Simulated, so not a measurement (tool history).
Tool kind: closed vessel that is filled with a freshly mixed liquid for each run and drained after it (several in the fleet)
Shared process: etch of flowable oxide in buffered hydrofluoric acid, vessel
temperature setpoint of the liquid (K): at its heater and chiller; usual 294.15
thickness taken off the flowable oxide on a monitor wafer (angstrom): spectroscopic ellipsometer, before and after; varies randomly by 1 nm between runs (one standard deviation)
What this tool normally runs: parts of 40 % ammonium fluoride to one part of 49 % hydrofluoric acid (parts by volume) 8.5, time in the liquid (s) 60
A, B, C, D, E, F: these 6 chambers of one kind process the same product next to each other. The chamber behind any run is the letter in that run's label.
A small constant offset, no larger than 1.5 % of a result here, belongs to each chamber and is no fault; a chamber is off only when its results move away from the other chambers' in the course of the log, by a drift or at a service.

| run | hour | temperature setpoint of the liquid (K) | parts of 40 % ammonium fluoride to one part of 49 % hydrofluoric acid (parts by volume) | time in the liquid (s) | read-back film thickness of the flowable oxide reference wafer, read on the same gauge (nm) | thickness taken off the flowable oxide on a monitor wafer (angstrom) |
|---|---|---|---|---|---|---|
| 1C | 5.9 | 294.15 | 8.5 | 60 | 79.993 | 1229.6 |
| 2E | 9.3 | 294.15 | 8.5 | 60 | 80.014 | 1251.5 |
| 3A | 13.6 | 294.15 | 8.5 | 60 | 80.017 | 1201.6 |
| 4B | 19.1 | 294.15 | 8.5 | 60 | 80.015 | 1240 |
| 5F | 26.4 | 294.15 | 8.5 | 60 | 80 | 1212.8 |
| 6D | 30.7 | 294.15 | 6 | 60 | 80.002 | 1730.2 |
| 7F | 37 | 294.15 | 6 | 60 | 80.014 | 1748.9 |
| 8E | 42.5 | 294.15 | 6 | 60 | 79.998 | 1715.8 |
| 9B | 46.8 | 294.15 | 6 | 60 | 79.99 | 1722.6 |
| 10C | 51.8 | 294.15 | 6 | 60 | 79.985 | 1730 |
| 11D | 56 | 294.15 | 6 | 60 | 79.997 | 1725.1 |
| 12A | 60.2 | 294.15 | 8.5 | 60 | 80.007 | 1217.2 |
| 13C | 67.4 | 294.15 | 8.5 | 60 | 79.998 | 1231.9 |
| 14E | 73.9 | 294.15 | 8.5 | 60 | 80.013 | 1237.6 |
| 15B | 81 | 294.15 | 8.5 | 60 | 80.006 | 1211 |
| 16F | 86.9 | 294.15 | 8.5 | 60 | 80.001 | 1239.5 |
| 17A | 93 | 294.15 | 8.5 | 60 | 79.991 | 1203.4 |
|  | 95.6 | chamber E: hydrofluoric acid flow meter replaced |
| 18D | 97.1 | 294.15 | 5 | 60 | 79.995 | 2001.4 |
| 19A | 104.3 | 294.15 | 5 | 60 | 80.009 | 1991.6 |
| 20B | 109.5 | 294.15 | 5 | 60 | 79.993 | 2021.2 |
| 21D | 114.7 | 294.15 | 5 | 60 | 80.011 | 2019.9 |
| 22F | 120.5 | 294.15 | 5 | 60 | 79.989 | 2046.9 |
| 23C | 125.5 | 294.15 | 5 | 60 | 80.006 | 2035.2 |
| 24E | 131.7 | 294.15 | 8.5 | 60 | 79.992 | 1234 |
| 25B | 139.4 | 294.15 | 8.5 | 60 | 80.008 | 1246.1 |
| 26F | 146.7 | 294.15 | 8.5 | 60 | 80.001 | 1263.3 |
| 27A | 153.3 | 294.15 | 8.5 | 60 | 79.997 | 1209.7 |
| 28E | 157.9 | 294.15 | 8.5 | 60 | 80.005 | 1218.5 |
| 29C | 162.8 | 294.15 | 8.5 | 60 | 80.015 | 1236.8 |
| 30D | 170.4 | 294.15 | 8.5 | 60 | 79.99 | 1239.9 |
| 31C | 177.7 | 294.15 | 8.5 | 60 | 79.984 | 1213.2 |
| 32B | 185.2 | 294.15 | 8.5 | 30 | 80.007 | 618.46 |
| 33F | 192.1 | 294.15 | 8.5 | 30 | 80.022 | 641.89 |
| 34E | 197.4 | 294.15 | 8.5 | 30 | 79.981 | 604.46 |
| 35D | 201.8 | 294.15 | 8.5 | 30 | 80.026 | 611.77 |
| 36A | 206.9 | 294.15 | 8.5 | 30 | 80.006 | 611.26 |
| 37F | 212.7 | 294.15 | 8.5 | 30 | 79.986 | 643.75 |
| 38B | 217.8 | 294.15 | 8.5 | 75 | 79.983 | 1530.6 |
| 39D | 222.4 | 294.15 | 8.5 | 75 | 80.007 | 1521.4 |
| 40E | 225.8 | 294.15 | 8.5 | 75 | 80.002 | 1513.5 |

All 6 chambers run these settings next. Forecast each chamber's results:
| 41A | 231.3 | 294.15 | 10.5 | 60 |  | ? |
| 41B | 231.3 | 294.15 | 10.5 | 60 |  | ? |
| 41C | 231.3 | 294.15 | 10.5 | 60 |  | ? |
| 41D | 231.3 | 294.15 | 10.5 | 60 |  | ? |
| 41E | 231.3 | 294.15 | 10.5 | 60 |  | ? |
| 41F | 231.3 | 294.15 | 10.5 | 60 |  | ? |

| run | thickness taken off the flowable oxide on a monitor wafer (angstrom) |
|---|---|
| 41A | 1017.6 |
| 41B | 1030.9 |
| 41C | 1017.2 |
| 41D | 1025.6 |
| 41E | 1027.4 |
| 41F | 1090.1 |

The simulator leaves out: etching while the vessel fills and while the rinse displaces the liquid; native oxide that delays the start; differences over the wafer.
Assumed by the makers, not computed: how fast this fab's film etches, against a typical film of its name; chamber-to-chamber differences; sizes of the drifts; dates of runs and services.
